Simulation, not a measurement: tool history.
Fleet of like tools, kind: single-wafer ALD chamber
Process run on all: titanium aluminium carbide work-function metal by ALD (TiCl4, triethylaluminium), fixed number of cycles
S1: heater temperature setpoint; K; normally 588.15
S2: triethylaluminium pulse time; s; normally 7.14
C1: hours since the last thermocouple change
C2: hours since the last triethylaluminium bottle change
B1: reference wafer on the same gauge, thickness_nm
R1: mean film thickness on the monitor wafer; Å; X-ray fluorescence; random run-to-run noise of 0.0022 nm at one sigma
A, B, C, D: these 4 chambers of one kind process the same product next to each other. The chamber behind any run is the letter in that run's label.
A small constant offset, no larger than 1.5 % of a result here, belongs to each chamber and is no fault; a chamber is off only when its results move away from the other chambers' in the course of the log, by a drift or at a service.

Run 1B, hour 3.9: usual settings; C1 2049.8; C2 1134.4; B1 2.1089. Result: R1 20.377 Å.
Run 2A, hour 9.1: usual settings; C1 603.1; C2 132.9; B1 2.1088. Result: R1 20.184 Å.
Run 3C, hour 13.9: usual settings; C1 2073.0; C2 394.1; B1 2.1082. Result: R1 20.018 Å.
Run 4D, hour 19.2: usual settings; C1 1622.7; C2 1455.4; B1 2.1083. Result: R1 20.257 Å.
Run 5A, hour 23.9: usual settings; C1 617.9; C2 147.7; B1 2.1072. Result: R1 20.194 Å.
Run 6C, hour 26.3: usual settings; C1 2085.4; C2 406.5; B1 2.1075. Result: R1 19.982 Å.
Run 7D, hour 29.5: usual settings; C1 1633.0; C2 1465.7; B1 2.1076. Result: R1 20.189 Å.
Run 8B, hour 32.6: usual settings but S1 579.15 K; C1 2078.5; C2 1163.1; B1 2.1070. Result: R1 19.590 Å.
Run 9B, hour 35.4: usual settings but S1 579.15 K; C1 2081.3; C2 1165.9; B1 2.1065. Result: R1 19.593 Å.
Run 10D, hour 39.2: usual settings but S1 579.15 K; C1 1642.7; C2 1475.4; B1 2.1064. Result: R1 19.444 Å.
Run 11C, hour 41.8: usual settings but S1 579.15 K; C1 2100.9; C2 422.0; B1 2.1058. Result: R1 19.198 Å.
Run 12A, hour 46.9: usual settings; C1 640.9; C2 170.7; B1 2.1054. Result: R1 20.195 Å.
Run 13B, hour 49.8: usual settings but S1 595.15 K, S2 9.63 s; C1 2095.7; C2 1180.3; B1 2.1045. Result: R1 22.058 Å.
Run 14D, hour 52.9: usual settings but S1 595.15 K, S2 9.63 s; C1 1656.4; C2 1489.1; B1 2.1048. Result: R1 21.862 Å.
Run 15A, hour 55.4: usual settings but S1 595.15 K, S2 9.63 s; C1 649.4; C2 179.2; B1 2.1047. Result: R1 21.867 Å.
Run 16C, hour 58.1: usual settings but S1 595.15 K, S2 9.63 s; C1 2117.2; C2 438.3; B1 2.1040. Result: R1 21.664 Å.
Run 17D, hour 63.2: usual settings; C1 1666.7; C2 1499.4; B1 2.1043. Result: R1 20.140 Å.
Run 18A, hour 65.8: usual settings; C1 659.8; C2 189.6; B1 2.1033. Result: R1 20.177 Å.
Run 19C, hour 70.0: usual settings; C1 2129.1; C2 450.2; B1 2.1031. Result: R1 19.932 Å.
Run 20B, hour 72.9: usual settings but S1 594.15 K, S2 8.80 s; C1 2118.8; C2 1203.4; B1 2.1029. Result: R1 21.698 Å.
Run 21A, hour 78.4: usual settings but S1 594.15 K, S2 8.80 s; C1 672.4; C2 202.2; B1 2.1026. Result: R1 21.496 Å.
Run 22D, hour 81.7: usual settings but S1 594.15 K, S2 8.80 s; C1 1685.2; C2 1517.9; B1 2.1024. Result: R1 21.461 Å.
Run 23C, hour 87.3: usual settings but S1 594.15 K, S2 8.80 s; C1 2146.4; C2 467.5; B1 2.1015. Result: R1 21.261 Å.
Run 24B, hour 91.9: usual settings; C1 2137.8; C2 1222.4; B1 2.1005. Result: R1 20.295 Å.
Run 25D, hour 96.1: usual settings; C1 1699.6; C2 1532.3; B1 2.1007. Result: R1 20.115 Å.

One chamber off, gauge drift, or nothing amiss beyond the chambers' own small offsets? If it is a chamber, which one, and what is the likeliest cause?

No chamber is off; the gauge reading every chamber's wafers drifts, which makes the whole fleet appear to move together.
Most likely cause: gauge reads low (%) = 0.461.
